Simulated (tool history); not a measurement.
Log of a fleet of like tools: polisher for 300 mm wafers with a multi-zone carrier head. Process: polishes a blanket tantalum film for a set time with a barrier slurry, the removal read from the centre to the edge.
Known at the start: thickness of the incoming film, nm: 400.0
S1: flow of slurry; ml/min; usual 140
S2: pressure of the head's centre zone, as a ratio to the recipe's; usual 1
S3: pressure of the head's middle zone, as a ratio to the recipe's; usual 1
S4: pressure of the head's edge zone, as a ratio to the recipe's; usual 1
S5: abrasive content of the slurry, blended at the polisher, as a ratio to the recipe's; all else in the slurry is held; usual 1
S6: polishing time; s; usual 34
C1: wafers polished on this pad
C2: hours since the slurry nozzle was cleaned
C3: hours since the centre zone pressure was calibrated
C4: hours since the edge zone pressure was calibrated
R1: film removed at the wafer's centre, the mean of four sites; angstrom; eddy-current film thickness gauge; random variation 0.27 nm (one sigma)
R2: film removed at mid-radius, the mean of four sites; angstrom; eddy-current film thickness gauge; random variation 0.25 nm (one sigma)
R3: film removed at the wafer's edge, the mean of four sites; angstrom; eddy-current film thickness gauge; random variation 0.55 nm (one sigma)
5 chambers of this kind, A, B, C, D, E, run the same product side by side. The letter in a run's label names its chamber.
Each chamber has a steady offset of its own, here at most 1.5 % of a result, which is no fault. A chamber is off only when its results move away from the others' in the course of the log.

run,hour,S1,S2,S3,S4,S5,S6,C1,C2,C3,C4,R1,R2,R3
1C,4.7,140,1,1,1,1,34,443,296.5,331.8,581.5,402.79,401.93,414.73
2A,10.4,140,1,1,1,1,34,392,191.6,306.4,391.1,404.44,408.59,392.95
# hour 10.9: chamber E: worn pad replaced by a new one
3B,16.6,140,1,1,1,1,34,261,367.3,394.2,257,404.26,399.91,405.99
4E,19.6,140,1,1,1,1,34,81,21.8,854.4,134.1,399.78,402.9,398.08
5D,26.2,140,1,1,1,1,34,295,451.6,259,715.3,403.42,405.63,406.84
6C,29.8,140,1,1,1,1,34,678,321.6,356.9,606.6,400.12,402.13,412.5
7D,35.7,140,1,1,1,1,34,384,461.1,268.5,724.8,406.86,401.58,390.87
8E,39.2,140,1,1,1,1,34,265,41.4,874,153.7,400.1,398.19,402.23
9A,45.7,140,1,1,1,1,34,722,226.9,341.7,426.4,402.86,401.89,405.08
10B,48.7,140,1,1,1,1,34,561,399.4,426.3,289.1,408.25,400.28,409.69
11C,51.9,140,1,1,1,1,34,884,343.7,379,628.7,395.56,403.73,393.7
12A,55.9,140,1,1,1,1,34,818,237.1,351.9,436.6,399.74,409.94,394.15
13D,59,140,1,1,1,1,34,602,484.4,291.8,748.1,398.88,402.65,405.02
14B,63.6,140,1,1,1,1,34,700,414.3,441.2,304,407.61,403.75,403.53
15E,70,140,1,1,1.07,1,34,553,72.2,904.8,184.5,399.16,399.71,406.27
16A,73.7,140,1,1,1.07,1,34,984,254.9,369.7,454.4,406.39,407.46,426.67
# hour 76.6: chamber B: slurry nozzle cleaned
17C,80.3,140,1,1,1.07,1,34,1150,372.1,407.4,657.1,408.32,401.75,412.3
# hour 83.9: chamber B: worn pad replaced by a new one
18D,84.3,140,1,1,1.07,1,34,838,509.7,317.1,773.4,400.09,392.49,417.63
# hour 84.7: chamber E: worn pad replaced by a new one
19E,88.3,140,1,1,1.07,1,34,34,90.5,923.1,202.8,405,401.74,411.31
20B,94.7,140,1,1,1,1,34,101,18.2,472.3,335.1,407.68,398.55,400.31
21C,100.7,140,1,1,1,1,34,1341,392.5,427.8,677.5,403.56,401.36,408.49
22B,106.5,140,1,1,1,1,34,211,30,484.1,346.9,407.31,400.03,398.32
23A,109.9,140,1,1,1,1,34,1323,291.1,405.9,490.6,403.57,407.05,402.8
24D,113.3,140,1,1,1,1,34,1110,538.7,346.1,802.4,400.7,398.35,404.23
# hour 113.4: chamber C: worn pad replaced by a new one
25E,118.5,140,1,1,1,1,34,316,120.7,953.3,233,401.94,403.21,407.3
26B,122.2,140,1,1,1,1,34,358,45.7,499.8,362.6,409.21,404.09,404.37
27C,128.4,140,1,1,1,1,34,140,420.2,455.5,705.2,406.77,396.62,395.83
# hour 129.5: chamber A: worn pad replaced by a new one
28E,133.3,140,1,1.11,1,1,34,455,135.5,968.1,247.8,398.34,444.52,401.56
# hour 138.5: chamber D: worn pad replaced by a new one
29A,138.6,140,1,1.11,1,1,34,85,319.8,434.6,519.3,402.98,449.77,404.16
30D,144.9,140,1,1.11,1,1,34,60,570.3,377.7,834,403.86,442.13,398.93
31E,149.5,140,1,1.11,1,1,34,606,151.7,984.3,264,396.57,443.28,401.44
32A,153.2,140,1,1.11,1,1,34,221,334.4,449.2,533.9,407.17,447.98,399.76
33B,157.7,115,1,0.91,1,1,34,690,81.2,535.3,398.1,385.99,352.82,393.03
34C,161,115,1,0.91,1,1,34,445,452.8,488.1,737.8,386.54,353.73,388.02
35D,164.7,115,1,0.91,1,1,34,245,590.1,397.5,853.8,379.82,350.84,400.12

Is one chamber off against the others, does the gauge drift, or is nothing wrong? If a chamber is off, say which, and what the likeliest cause is.

No chamber stands off beyond its own small offset, and the gauge holds steady.
